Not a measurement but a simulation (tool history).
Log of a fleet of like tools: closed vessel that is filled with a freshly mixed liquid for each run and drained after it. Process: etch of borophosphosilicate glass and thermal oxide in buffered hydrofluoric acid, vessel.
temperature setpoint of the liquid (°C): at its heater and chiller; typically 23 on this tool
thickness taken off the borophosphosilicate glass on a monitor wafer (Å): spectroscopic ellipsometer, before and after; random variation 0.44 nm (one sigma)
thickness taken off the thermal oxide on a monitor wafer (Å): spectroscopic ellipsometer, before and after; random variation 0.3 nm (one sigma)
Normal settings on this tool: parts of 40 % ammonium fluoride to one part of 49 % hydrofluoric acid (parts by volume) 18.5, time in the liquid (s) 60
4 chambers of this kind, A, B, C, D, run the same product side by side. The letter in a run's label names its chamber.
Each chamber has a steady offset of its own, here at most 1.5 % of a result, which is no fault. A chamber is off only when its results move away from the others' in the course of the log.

run,hour,temperature setpoint of the liquid (°C),parts of 40 % ammonium fluoride to one part of 49 % hydrofluoric acid (parts by volume),time in the liquid (s),"read-back film thickness of the borophosphosilicate glass reference wafer, read on the same gauge (nm)","read-back film thickness of the thermal oxide reference wafer, read on the same gauge (nm)",thickness taken off the borophosphosilicate glass on a monitor wafer (Å),thickness taken off the thermal oxide on a monitor wafer (Å)
1B,14.2,23,18.5,60,149.98,140.01,1034.5,355.04
2C,28.2,23,18.5,60,149.99,140.01,1043.9,348.35
3A,40.1,23,18.5,60,150,139.99,1027.8,360.97
4D,47.6,23,18.5,60,149.98,140.02,1036.4,356.58
# hour 56: chamber B: hydrofluoric acid flow meter replaced
# hour 57.6: chamber D: thermometer replaced
5C,60,23,18.5,60,150.01,140.02,1038.5,347.83
6B,68.2,23,18.5,60,149.98,139.99,1030.9,358.48
7D,78,23,18.5,60,150,140.01,1039.9,354.95
8A,85.7,23,18.5,60,150,139.98,1031.1,358.42
9B,92.9,23,18.5,60,150,140,1041.5,352.06
10A,104.7,23,18.5,60,149.97,139.99,1037.3,358.2
11D,117.8,23,11.5,60,150,139.98,1676.4,576.73
12C,126,23,11.5,60,149.97,139.99,1658.2,554.74
13A,132.4,23,11.5,60,150,140,1635.7,565.69
14D,146.5,23,11.5,60,149.99,140.02,1674.4,567.42
15B,155.7,23,18.5,60,150.02,140,1029.7,353.09
16C,163.7,23,18.5,60,150.01,140,1037.6,346.97
17A,177.2,26.5,18.5,45,149.98,139.99,935.76,323.43
18D,186.4,26.5,18.5,45,150,139.99,940.87,321.01
19C,197.3,26.5,18.5,45,150.01,139.96,939.91,319.41
20B,204.8,26.5,18.5,45,150,140.01,927.65,321.45
21C,214,23,18.5,60,150,140.02,1038.1,347.07
22A,224,23,18.5,90,150,139.99,1538.4,530.79
23B,231,23,18.5,90,150,140.02,1557.6,534.26
# hour 231.9: chamber D: hydrofluoric acid flow meter replaced
24D,242.5,23,18.5,90,150,139.99,1553.2,532.72
25B,255.4,23,18.5,90,149.96,140.03,1540.6,534.27
26D,268,23,18.5,60,149.99,140,1043.1,353.36
27A,278.9,23,18.5,60,150,139.99,1035.3,355.25
28C,290.2,23,18.5,40,149.99,139.98,689.35,231.7
29B,297,23,18.5,40,149.99,139.97,686.63,233.93
30C,305.1,23,18.5,40,149.99,140.01,693.16,234.54
31A,312.3,23,18.5,40,150.02,139.97,690.73,237.59
32D,325.5,23,18.5,60,149.99,140,1036.9,352.96
33D,336.7,23,18.5,60,149.98,140.01,1034.8,353.57
34C,348.4,23,18.5,60,150.01,140.01,1036.6,352.9
35A,358.7,23,21,35,149.99,140.01,540.52,186.46
36B,365.2,23,21,35,150,140.01,535.85,183.29
37A,376.5,23,21,35,149.99,139.96,541.4,185.08

Decide between three cases: one chamber stands off from its peers, the gauge reading all wafers drifts, or nothing is wrong past each chamber's small offset. Where a chamber is off, say which and what most likely put it there.

Nothing is wrong: each chamber keeps only its own small, steady offset and the gauge holds still.
